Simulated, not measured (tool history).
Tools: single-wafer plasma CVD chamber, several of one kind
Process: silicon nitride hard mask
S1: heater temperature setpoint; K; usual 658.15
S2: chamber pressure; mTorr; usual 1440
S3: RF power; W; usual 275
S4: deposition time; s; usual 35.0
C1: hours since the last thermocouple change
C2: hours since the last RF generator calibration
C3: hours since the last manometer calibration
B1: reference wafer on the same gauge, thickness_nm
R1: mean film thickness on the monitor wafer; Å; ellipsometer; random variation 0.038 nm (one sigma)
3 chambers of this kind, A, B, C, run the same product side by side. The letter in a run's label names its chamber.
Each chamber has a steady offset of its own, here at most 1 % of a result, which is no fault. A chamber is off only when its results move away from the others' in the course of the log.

| run | hour | S1 | S2 | S3 | S4 | C1 | C2 | C3 | B1 | R1 |
|---|---|---|---|---|---|---|---|---|---|---|
| 1B | 9.0 | 658.15 | 1440 | 275 | 35.0 | 1160.4 | 1808.1 | 545.6 | 30.088 | 374.35 |
| 2C | 14.8 | 658.15 | 1440 | 275 | 35.0 | 1546.9 | 924.3 | 151.3 | 30.085 | 369.15 |
| 3A | 22.1 | 658.15 | 1440 | 275 | 35.0 | 486.2 | 202.5 | 1175.6 | 30.088 | 373.43 |
| 4C | 28.8 | 658.15 | 1440 | 275 | 35.0 | 1560.9 | 938.3 | 165.3 | 30.075 | 368.74 |
| 5A | 36.8 | 658.15 | 1440 | 275 | 35.0 | 500.9 | 217.2 | 1190.3 | 30.079 | 373.44 |
| 6B | 43.9 | 658.15 | 1440 | 275 | 35.0 | 1195.3 | 1843.0 | 580.5 | 30.071 | 373.80 |
|  | 49.1 | chamber C: thermocouple changed; heater temperature recalibrated |
| 7A | 51.7 | 658.15 | 1440 | 275 | 35.0 | 515.8 | 232.1 | 1205.2 | 30.051 | 372.96 |
| 8C | 59.8 | 658.15 | 1440 | 275 | 35.0 | 10.7 | 969.3 | 196.3 | 30.054 | 368.14 |
| 9B | 68.6 | 658.15 | 1440 | 275 | 35.0 | 1220.0 | 1867.7 | 605.2 | 30.044 | 373.92 |
| 10C | 73.7 | 658.15 | 1440 | 275 | 35.0 | 24.6 | 983.2 | 210.2 | 30.043 | 367.55 |
| 11B | 82.2 | 658.15 | 1440 | 275 | 35.0 | 1233.6 | 1881.3 | 618.8 | 30.030 | 373.47 |
| 12A | 87.7 | 658.15 | 1440 | 275 | 35.0 | 551.8 | 268.1 | 1241.2 | 30.026 | 371.91 |
| 13B | 94.7 | 658.15 | 1440 | 275 | 28.8 | 1246.1 | 1893.8 | 631.3 | 30.020 | 306.95 |
| 14A | 100.4 | 658.15 | 1440 | 275 | 28.8 | 564.5 | 280.8 | 1253.9 | 30.017 | 306.63 |
| 15C | 107.6 | 658.15 | 1440 | 275 | 28.8 | 58.5 | 1017.1 | 244.1 | 30.004 | 303.23 |
| 16C | 116.0 | 658.15 | 1440 | 275 | 35.0 | 66.9 | 1025.5 | 252.5 | 30.002 | 367.89 |
| 17B | 121.6 | 658.15 | 1440 | 330 | 35.0 | 1273.0 | 1920.7 | 658.2 | 29.998 | 421.38 |
| 18A | 126.9 | 658.15 | 1440 | 330 | 35.0 | 591.0 | 307.3 | 1280.4 | 29.997 | 420.75 |
| 19A | 132.8 | 658.15 | 1440 | 330 | 35.0 | 596.9 | 313.2 | 1286.3 | 29.986 | 421.36 |
| 20B | 140.3 | 658.15 | 1440 | 275 | 35.0 | 1291.7 | 1939.4 | 676.9 | 29.980 | 373.02 |
| 21C | 146.5 | 658.15 | 1440 | 275 | 35.0 | 97.4 | 1056.0 | 283.0 | 29.980 | 367.59 |

Is one chamber off against the others, does the gauge drift, or is nothing wrong? If a chamber is off, say which, and what the likeliest cause is.

The gauge drifts, so all chambers seem to drift together. No chamber is off.
Cause: gauge reads low (%) = 0.428.

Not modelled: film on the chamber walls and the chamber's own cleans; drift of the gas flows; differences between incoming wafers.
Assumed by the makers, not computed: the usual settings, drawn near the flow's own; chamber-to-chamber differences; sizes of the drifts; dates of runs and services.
